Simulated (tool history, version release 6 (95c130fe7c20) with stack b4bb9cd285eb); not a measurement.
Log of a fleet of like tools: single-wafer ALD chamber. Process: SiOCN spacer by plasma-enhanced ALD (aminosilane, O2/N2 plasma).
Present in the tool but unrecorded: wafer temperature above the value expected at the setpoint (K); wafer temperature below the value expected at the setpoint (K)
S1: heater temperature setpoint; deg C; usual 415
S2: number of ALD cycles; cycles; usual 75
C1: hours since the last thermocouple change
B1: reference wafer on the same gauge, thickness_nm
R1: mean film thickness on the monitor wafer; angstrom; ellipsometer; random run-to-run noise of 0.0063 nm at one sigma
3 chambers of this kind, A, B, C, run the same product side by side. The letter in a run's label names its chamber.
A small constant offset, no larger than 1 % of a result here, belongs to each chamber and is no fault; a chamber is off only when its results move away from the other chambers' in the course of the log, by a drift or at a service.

Run 1A, hour 7.4: usual settings; C1 219.6; B1 4.6995. Result: R1 43.293 angstrom.
Run 2B, hour 15.4: usual settings; C1 150.1; B1 4.6983. Result: R1 42.970 angstrom.
Run 3C, hour 29.2: usual settings; C1 1661.2; B1 4.6953. Result: R1 42.904 angstrom.
Run 4A, hour 38.4: usual settings; C1 250.6; B1 4.6948. Result: R1 43.323 angstrom.
Run 5B, hour 46.9: usual settings; C1 181.6; B1 4.6942. Result: R1 43.040 angstrom.
Run 6C, hour 56.9: usual settings; C1 1688.9; B1 4.6932. Result: R1 42.941 angstrom.
Run 7C, hour 64.7: usual settings; C1 1696.7; B1 4.6930. Result: R1 42.845 angstrom.
Run 8A, hour 72.1: usual settings but S1 420 deg C, S2 87 cycles; C1 284.3; B1 4.6912. Result: R1 49.351 angstrom.
Run 9B, hour 82.1: usual settings but S1 420 deg C, S2 87 cycles; C1 216.8; B1 4.6883. Result: R1 49.085 angstrom.
Run 10C, hour 92.4: usual settings but S1 420 deg C, S2 87 cycles; C1 1724.4; B1 4.6876. Result: R1 48.994 angstrom.
Run 11A, hour 104.0: usual settings; C1 316.2; B1 4.6862. Result: R1 43.188 angstrom.
Run 12B, hour 111.1: usual settings; C1 245.8; B1 4.6872. Result: R1 42.884 angstrom.
Run 13A, hour 123.0: usual settings; C1 335.2; B1 4.6832. Result: R1 42.973 angstrom.
Run 14C, hour 135.6: usual settings; C1 1767.6; B1 4.6814. Result: R1 42.868 angstrom.
Run 15B, hour 144.6: usual settings; C1 279.3; B1 4.6791. Result: R1 42.887 angstrom.
Run 16C, hour 152.6: usual settings; C1 1784.6; B1 4.6809. Result: R1 42.806 angstrom.
Run 17A, hour 162.9: usual settings; C1 375.1; B1 4.6796. Result: R1 43.081 angstrom.
Run 18B, hour 176.3: usual settings; C1 311.0; B1 4.6776. Result: R1 42.802 angstrom.
Run 19C, hour 183.4: usual settings but S1 419 deg C; C1 1815.4; B1 4.6744. Result: R1 42.111 angstrom.
Run 20A, hour 193.2: usual settings but S1 419 deg C; C1 405.4; B1 4.6724. Result: R1 42.582 angstrom.
Run 21B, hour 200.1: usual settings but S1 419 deg C; C1 334.8; B1 4.6745. Result: R1 42.289 angstrom.

Is one chamber off against the others, does the gauge drift, or is nothing wrong? If a chamber is off, say which, and what the likeliest cause is.

Gauge drift. The chambers move together only on paper, and none stands off.
What lies behind it: gauge reads low (%) = 0.611.

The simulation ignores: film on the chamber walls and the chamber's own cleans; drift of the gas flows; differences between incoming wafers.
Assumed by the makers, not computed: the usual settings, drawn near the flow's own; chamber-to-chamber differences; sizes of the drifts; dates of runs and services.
